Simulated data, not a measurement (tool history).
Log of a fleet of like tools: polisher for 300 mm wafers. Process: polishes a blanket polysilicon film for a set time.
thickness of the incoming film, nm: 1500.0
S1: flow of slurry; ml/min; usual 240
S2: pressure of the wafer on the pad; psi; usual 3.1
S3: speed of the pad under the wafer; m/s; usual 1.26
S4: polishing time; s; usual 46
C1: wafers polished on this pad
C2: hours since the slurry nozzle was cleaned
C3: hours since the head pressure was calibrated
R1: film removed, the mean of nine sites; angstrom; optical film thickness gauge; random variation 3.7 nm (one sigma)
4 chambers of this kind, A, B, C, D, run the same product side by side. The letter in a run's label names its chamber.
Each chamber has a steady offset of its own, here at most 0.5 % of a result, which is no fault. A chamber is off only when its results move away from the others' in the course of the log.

run    day   S1   S2    S3  S4    C1     C2     C3      R1
     0.138  -- chamber A: worn pad replaced by a new one
     0.238  -- chamber D: slurry nozzle cleaned
 1D  0.275  240  3.1  1.26  46   121    1.0   61.2  4441.9
 2A  0.412  240  3.1  1.26  46    83  557.0  198.3  4489.9
     0.525  -- chamber B: slurry nozzle cleaned
     0.542  -- chamber B: worn pad replaced by a new one
 3B  0.654  240  3.1  1.26  46    34    3.2  850.0  4429.5
 4C  0.879  240  3.1  1.26  46   710  710.4  386.5  4416.6
 5D  1.017  240  3.1  1.26  46   344   18.8   79.0  4423.4
 6A  1.283  240  3.1  1.26  46   345  577.9  219.2  4405.7
 7C  1.512  240  3.1  1.26  46   900  725.6  401.7  4423.6
 8B  1.758  240  3.1  1.26  46   365   29.7  876.5  4422.6
     1.762  -- chamber C: worn pad replaced by a new one
 9A  1.883  240  3.1  1.26  46   525  592.3  233.6  4526.6
10B  2.142  240  3.1  1.26  46   480   38.9  885.7  4421.0
     2.250  -- chamber D: worn pad replaced by a new one
11C  2.338  240  3.1  1.26  46   172  745.4  421.5  4416.1
12D  2.471  240  3.1  1.26  46    67   53.7  113.9  4470.4
     2.492  -- chamber B: worn pad replaced by a new one
13D  2.629  240  3.1  1.26  46   115   57.5  117.7  4403.0
14B  2.862  240  3.1  1.26  51   111   56.2  903.0  4915.3
15A  2.988  240  3.1  1.26  51   856  618.8  260.1  4888.2
16C  3.267  240  3.1  1.26  51   451  767.7  443.8  5002.0
17C  3.517  240  3.1  1.26  51   526  773.7  449.8  4944.5
     3.671  -- chamber B: head pressure recalibrated
18B  3.704  240  3.1  1.26  46   364   76.4    0.8  4023.0
19A  3.846  240  3.1  1.26  46  1114  639.4  280.7  4447.5
20D  4.100  240  3.1  1.26  46   556   92.8  153.0  4461.5
     4.171  -- chamber B: worn pad replaced by a new one
21A  4.267  210  2.6  1.26  46  1240  649.5  290.8  3646.0
22C  4.462  210  2.6  1.26  46   810  796.4  472.5  3687.4
     4.550  -- chamber D: worn pad replaced by a new one
23D  4.696  210  2.6  1.26  46    44  107.1  167.3  3683.0
     4.862  -- chamber A: worn pad replaced by a new one
     4.879  -- chamber C: slurry nozzle cleaned
24B  4.921  210  2.6  1.26  46   225  105.6   30.0  3286.6
     4.933  -- chamber C: worn pad replaced by a new one
25C  5.192  240  3.1  1.26  46    77    7.6  490.0  4457.4
26D  5.450  240  3.1  1.26  46   271  125.2  185.4  4420.2
27B  5.712  240  3.1  1.26  46   462  124.6   49.0  3980.4
     5.779  -- chamber B: worn pad replaced by a new one
28A  5.921  240  3.1  1.26  46   318  689.2  330.5  4456.4
29B  6.121  240  3.1  1.26  46   103  134.4   58.8  4007.5
30A  6.304  240  3.1  0.92  46   433  698.4  339.7  3255.5
31D  6.583  240  3.1  0.92  46   611  152.4  212.6  3239.0

All 4 chambers run these settings next. Forecast each chamber's results:
32A  6.788  240  3.1  0.84  46               ?
32B  6.788  240  3.1  0.84  46               ?
32C  6.788  240  3.1  0.84  46               ?
32D  6.788  240  3.1  0.84  46               ?

run      R1
32A  2992.4
32B  2690.5
32C  2979.0
32D  2929.7

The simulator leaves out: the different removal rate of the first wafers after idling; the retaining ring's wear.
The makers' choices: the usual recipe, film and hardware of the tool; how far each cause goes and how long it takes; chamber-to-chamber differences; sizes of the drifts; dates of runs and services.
